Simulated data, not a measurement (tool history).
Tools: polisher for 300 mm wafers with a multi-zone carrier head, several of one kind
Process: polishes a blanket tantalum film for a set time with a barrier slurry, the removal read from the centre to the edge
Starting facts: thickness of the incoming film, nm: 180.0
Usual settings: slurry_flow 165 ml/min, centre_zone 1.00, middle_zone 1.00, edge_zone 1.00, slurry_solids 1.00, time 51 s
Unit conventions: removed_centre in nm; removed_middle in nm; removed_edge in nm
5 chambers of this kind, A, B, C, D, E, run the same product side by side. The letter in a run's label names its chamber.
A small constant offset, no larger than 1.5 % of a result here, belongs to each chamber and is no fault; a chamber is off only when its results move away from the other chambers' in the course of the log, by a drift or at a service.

{"run": "1A", "hour": 8.8, "slurry_flow": 165, "centre_zone": 1.0, "middle_zone": 1.0, "edge_zone": 1.0, "slurry_solids": 1.0, "time": 51, "removed_centre": 76.052, "removed_middle": 76.494, "removed_edge": 76.544}
{"run": "2B", "hour": 18.7, "slurry_flow": 165, "centre_zone": 1.0, "middle_zone": 1.0, "edge_zone": 1.0, "slurry_solids": 1.0, "time": 51, "removed_centre": 76.433, "removed_middle": 76.513, "removed_edge": 75.272}
{"run": "3D", "hour": 28.1, "slurry_flow": 165, "centre_zone": 1.0, "middle_zone": 1.0, "edge_zone": 1.0, "slurry_solids": 1.0, "time": 51, "removed_centre": 75.515, "removed_middle": 75.433, "removed_edge": 75.306}
{"hour": 29.0, "done": "chamber E: worn pad replaced by a new one"}
{"run": "4E", "hour": 37.4, "slurry_flow": 165, "centre_zone": 1.0, "middle_zone": 1.0, "edge_zone": 1.0, "slurry_solids": 1.0, "time": 51, "removed_centre": 75.55, "removed_middle": 75.676, "removed_edge": 76.997}
{"run": "5C", "hour": 43.7, "slurry_flow": 165, "centre_zone": 1.0, "middle_zone": 1.0, "edge_zone": 1.0, "slurry_solids": 1.0, "time": 51, "removed_centre": 76.558, "removed_middle": 75.969, "removed_edge": 74.366}
{"run": "6E", "hour": 49.4, "slurry_flow": 165, "centre_zone": 1.0, "middle_zone": 1.08, "edge_zone": 1.0, "slurry_solids": 1.15, "time": 51, "removed_centre": 77.794, "removed_middle": 83.755, "removed_edge": 80.49}
{"run": "7D", "hour": 59.8, "slurry_flow": 165, "centre_zone": 1.0, "middle_zone": 1.08, "edge_zone": 1.0, "slurry_solids": 1.15, "time": 51, "removed_centre": 80.078, "removed_middle": 84.062, "removed_edge": 79.629}
{"run": "8B", "hour": 66.2, "slurry_flow": 165, "centre_zone": 1.0, "middle_zone": 1.08, "edge_zone": 1.0, "slurry_solids": 1.15, "time": 51, "removed_centre": 80.358, "removed_middle": 86.472, "removed_edge": 78.756}
{"hour": 70.0, "done": "chamber C: worn pad replaced by a new one"}
{"hour": 70.0, "done": "chamber B: centre zone pressure recalibrated"}
{"run": "9C", "hour": 73.5, "slurry_flow": 165, "centre_zone": 1.0, "middle_zone": 1.08, "edge_zone": 1.0, "slurry_solids": 1.15, "time": 51, "removed_centre": 80.39, "removed_middle": 85.673, "removed_edge": 78.031}
{"hour": 77.3, "done": "chamber C: edge zone pressure recalibrated"}
{"hour": 77.8, "done": "chamber A: worn pad replaced by a new one"}
{"run": "10A", "hour": 81.9, "slurry_flow": 165, "centre_zone": 1.0, "middle_zone": 1.08, "edge_zone": 1.0, "slurry_solids": 1.15, "time": 51, "removed_centre": 80.089, "removed_middle": 86.264, "removed_edge": 78.932}
{"run": "11B", "hour": 88.9, "slurry_flow": 165, "centre_zone": 1.0, "middle_zone": 1.0, "edge_zone": 1.0, "slurry_solids": 1.0, "time": 51, "removed_centre": 76.625, "removed_middle": 76.295, "removed_edge": 76.56}
{"hour": 90.1, "done": "chamber B: worn pad replaced by a new one"}
{"hour": 94.3, "done": "chamber A: edge zone pressure recalibrated"}
{"run": "12D", "hour": 99.6, "slurry_flow": 130, "centre_zone": 1.0, "middle_zone": 0.89, "edge_zone": 1.0, "slurry_solids": 1.0, "time": 51, "removed_centre": 71.44, "removed_middle": 65.591, "removed_edge": 74.231}
{"hour": 105.3, "done": "chamber D: worn pad replaced by a new one"}
{"run": "13A", "hour": 110.3, "slurry_flow": 130, "centre_zone": 1.0, "middle_zone": 0.89, "edge_zone": 1.0, "slurry_solids": 1.0, "time": 51, "removed_centre": 71.723, "removed_middle": 65.892, "removed_edge": 74.045}
{"run": "14C", "hour": 118.7, "slurry_flow": 130, "centre_zone": 1.0, "middle_zone": 0.89, "edge_zone": 1.0, "slurry_solids": 1.0, "time": 51, "removed_centre": 73.359, "removed_middle": 65.938, "removed_edge": 73.238}
{"run": "15E", "hour": 128.6, "slurry_flow": 130, "centre_zone": 1.0, "middle_zone": 0.89, "edge_zone": 1.0, "slurry_solids": 1.0, "time": 51, "removed_centre": 72.384, "removed_middle": 65.857, "removed_edge": 73.988}
{"hour": 133.7, "done": "chamber C: centre zone pressure recalibrated"}
{"run": "16E", "hour": 138.5, "slurry_flow": 130, "centre_zone": 1.0, "middle_zone": 0.89, "edge_zone": 1.0, "slurry_solids": 1.0, "time": 51, "removed_centre": 71.819, "removed_middle": 65.438, "removed_edge": 73.889}
{"hour": 138.8, "done": "chamber C: worn pad replaced by a new one"}
{"hour": 149.1, "done": "chamber E: slurry nozzle cleaned"}
{"run": "17B", "hour": 149.4, "slurry_flow": 165, "centre_zone": 1.0, "middle_zone": 1.0, "edge_zone": 1.0, "slurry_solids": 1.0, "time": 51, "removed_centre": 75.937, "removed_middle": 76.194, "removed_edge": 74.486}
{"run": "18A", "hour": 160.1, "slurry_flow": 165, "centre_zone": 1.0, "middle_zone": 1.0, "edge_zone": 1.0, "slurry_solids": 1.0, "time": 51, "removed_centre": 76.501, "removed_middle": 77.52, "removed_edge": 76.751}
{"hour": 166.5, "done": "chamber E: worn pad replaced by a new one"}
{"run": "19D", "hour": 167.7, "slurry_flow": 165, "centre_zone": 1.0, "middle_zone": 1.0, "edge_zone": 1.0, "slurry_solids": 1.0, "time": 51, "removed_centre": 76.98, "removed_middle": 76.585, "removed_edge": 75.706}
{"hour": 168.9, "done": "chamber A: worn pad replaced by a new one"}
{"run": "20C", "hour": 174.2, "slurry_flow": 165, "centre_zone": 1.0, "middle_zone": 1.0, "edge_zone": 1.0, "slurry_solids": 1.0, "time": 51, "removed_centre": 85.416, "removed_middle": 75.947, "removed_edge": 74.794}
{"run": "21A", "hour": 180.9, "slurry_flow": 165, "centre_zone": 1.0, "middle_zone": 1.0, "edge_zone": 1.0, "slurry_solids": 1.0, "time": 51, "removed_centre": 76.527, "removed_middle": 76.368, "removed_edge": 76.041}
{"run": "22C", "hour": 186.0, "slurry_flow": 165, "centre_zone": 0.92, "middle_zone": 1.0, "edge_zone": 0.94, "slurry_solids": 1.0, "time": 51, "removed_centre": 76.756, "removed_middle": 75.03, "removed_edge": 71.583}
{"run": "23E", "hour": 193.4, "slurry_flow": 165, "centre_zone": 0.92, "middle_zone": 1.0, "edge_zone": 0.94, "slurry_solids": 1.0, "time": 51, "removed_centre": 69.731, "removed_middle": 75.989, "removed_edge": 75.288}
{"run": "24B", "hour": 200.8, "slurry_flow": 165, "centre_zone": 0.92, "middle_zone": 1.0, "edge_zone": 0.94, "slurry_solids": 1.0, "time": 51, "removed_centre": 70.451, "removed_middle": 75.493, "removed_edge": 72.974}
{"run": "25D", "hour": 208.2, "slurry_flow": 165, "centre_zone": 0.92, "middle_zone": 1.0, "edge_zone": 0.94, "slurry_solids": 1.0, "time": 51, "removed_centre": 69.889, "removed_middle": 75.208, "removed_edge": 73.442}
{"hour": 210.9, "done": "chamber B: worn pad replaced by a new one"}
{"hour": 213.2, "done": "chamber C: worn pad replaced by a new one"}
{"run": "26C", "hour": 216.8, "slurry_flow": 165, "centre_zone": 0.92, "middle_zone": 1.0, "edge_zone": 0.94, "slurry_solids": 1.0, "time": 51, "removed_centre": 78.06, "removed_middle": 75.314, "removed_edge": 73.495}
{"hour": 217.0, "done": "chamber D: edge zone pressure recalibrated"}
{"hour": 219.9, "done": "chamber B: edge zone pressure recalibrated"}
{"run": "27A", "hour": 223.9, "slurry_flow": 215, "centre_zone": 1.0, "middle_zone": 1.0, "edge_zone": 1.0, "slurry_solids": 1.0, "time": 51, "removed_centre": 79.672, "removed_middle": 80.747, "removed_edge": 79.603}
{"run": "28D", "hour": 232.6, "slurry_flow": 215, "centre_zone": 1.0, "middle_zone": 1.0, "edge_zone": 1.0, "slurry_solids": 1.0, "time": 51, "removed_centre": 80.67, "removed_middle": 79.206, "removed_edge": 79.377}
{"hour": 235.5, "done": "chamber D: worn pad replaced by a new one"}
{"run": "29E", "hour": 243.7, "slurry_flow": 215, "centre_zone": 1.0, "middle_zone": 1.0, "edge_zone": 1.0, "slurry_solids": 1.0, "time": 51, "removed_centre": 78.956, "removed_middle": 80.288, "removed_edge": 80.078}
{"hour": 244.2, "done": "chamber A: worn pad replaced by a new one"}
{"hour": 246.5, "done": "chamber D: slurry nozzle cleaned"}
{"run": "30B", "hour": 252.5, "slurry_flow": 215, "centre_zone": 1.0, "middle_zone": 1.0, "edge_zone": 1.0, "slurry_solids": 1.0, "time": 51, "removed_centre": 80.607, "removed_middle": 80.61, "removed_edge": 79.142}
{"run": "31E", "hour": 263.6, "slurry_flow": 215, "centre_zone": 1.0, "middle_zone": 1.0, "edge_zone": 1.0, "slurry_solids": 1.0, "time": 51, "removed_centre": 79.458, "removed_middle": 78.663, "removed_edge": 78.275}
{"hour": 270.3, "done": "chamber C: worn pad replaced by a new one"}
{"run": "32A", "hour": 271.4, "slurry_flow": 165, "centre_zone": 1.0, "middle_zone": 1.0, "edge_zone": 1.0, "slurry_solids": 1.0, "time": 51, "removed_centre": 76.178, "removed_middle": 76.266, "removed_edge": 76.633}
{"run": "33B", "hour": 282.0, "slurry_flow": 165, "centre_zone": 1.0, "middle_zone": 1.0, "edge_zone": 1.0, "slurry_solids": 1.0, "time": 51, "removed_centre": 76.201, "removed_middle": 75.151, "removed_edge": 76.138}
{"run": "34D", "hour": 292.3, "slurry_flow": 165, "centre_zone": 1.0, "middle_zone": 1.0, "edge_zone": 1.0, "slurry_solids": 1.0, "time": 51, "removed_centre": 77.349, "removed_middle": 74.904, "removed_edge": 76.473}
{"run": "35C", "hour": 301.5, "slurry_flow": 165, "centre_zone": 1.0, "middle_zone": 1.0, "edge_zone": 1.0, "slurry_solids": 1.0, "time": 51, "removed_centre": 84.612, "removed_middle": 75.092, "removed_edge": 75.543}
{"hour": 304.5, "done": "chamber E: worn pad replaced by a new one"}
{"run": "36D", "hour": 310.9, "slurry_flow": 165, "centre_zone": 1.0, "middle_zone": 1.0, "edge_zone": 1.0, "slurry_solids": 1.0, "time": 51, "removed_centre": 77.551, "removed_middle": 74.411, "removed_edge": 76.963}
{"hour": 317.6, "done": "chamber A: worn pad replaced by a new one"}
{"run": "37A", "hour": 319.3, "slurry_flow": 165, "centre_zone": 1.0, "middle_zone": 1.0, "edge_zone": 1.0, "slurry_solids": 0.7, "time": 51, "removed_centre": 68.288, "removed_middle": 68.525, "removed_edge": 68.853}
{"run": "38E", "hour": 325.0, "slurry_flow": 165, "centre_zone": 1.0, "middle_zone": 1.0, "edge_zone": 1.0, "slurry_solids": 0.7, "time": 51, "removed_centre": 67.15, "removed_middle": 67.465, "removed_edge": 67.231}

Has any chamber moved away from the others, gradually or after a service, or does the common gauge drift, or do the chambers differ only by their own small steady offsets? State the chamber and the most likely cause if one applies.

After it was serviced, chamber C no longer matches the other chambers.
Cause: centre zone's pressure above its setpoint, % = 10.4.

Chamber C could run next with any of the 4 candidate recipes listed below; each alters the usual settings, and their results appear as question marks. Which one brings its results back in line with what the other chambers deliver on the usual settings?
In-line tolerance around the mean of the other chambers on the usual settings: removed_centre 2.200 nm; removed_middle 2.700 nm; removed_edge 2.200 nm
{"run": "39C-1", "hour": 333.1, "slurry_flow": 170, "centre_zone": 1.04, "middle_zone": 1.0, "edge_zone": 0.98, "slurry_solids": 1.0, "time": 51, "removed_centre": "?", "removed_middle": "?", "removed_edge": "?"}
{"run": "39C-2", "hour": 333.1, "slurry_flow": 175, "centre_zone": 1.09, "middle_zone": 0.99, "edge_zone": 0.96, "slurry_solids": 1.0, "time": 51, "removed_centre": "?", "removed_middle": "?", "removed_edge": "?"}
{"run": "39C-3", "hour": 333.1, "slurry_flow": 160, "centre_zone": 0.96, "middle_zone": 1.0, "edge_zone": 1.02, "slurry_solids": 1.0, "time": 51, "removed_centre": "?", "removed_middle": "?", "removed_edge": "?"}
{"run": "39C-4", "hour": 333.1, "slurry_flow": 155, "centre_zone": 0.91, "middle_zone": 1.01, "edge_zone": 1.04, "slurry_solids": 1.0, "time": 51, "removed_centre": "?", "removed_middle": "?", "removed_edge": "?"}

Mean of the other chambers on the usual settings: removed_centre 76.420 nm; removed_middle 76.261 nm; removed_edge 76.383 nm
run=39C-1 removed_centre=89.179 removed_middle=76.285 removed_edge=74.740
run=39C-2 removed_centre=94.315 removed_middle=75.944 removed_edge=74.236
run=39C-3 removed_centre=80.797 removed_middle=75.494 removed_edge=75.704
run=39C-4 removed_centre=75.731 removed_middle=75.753 removed_edge=76.140
The answer is 39C-4, which returns the chamber to within the allowed miss of the others.

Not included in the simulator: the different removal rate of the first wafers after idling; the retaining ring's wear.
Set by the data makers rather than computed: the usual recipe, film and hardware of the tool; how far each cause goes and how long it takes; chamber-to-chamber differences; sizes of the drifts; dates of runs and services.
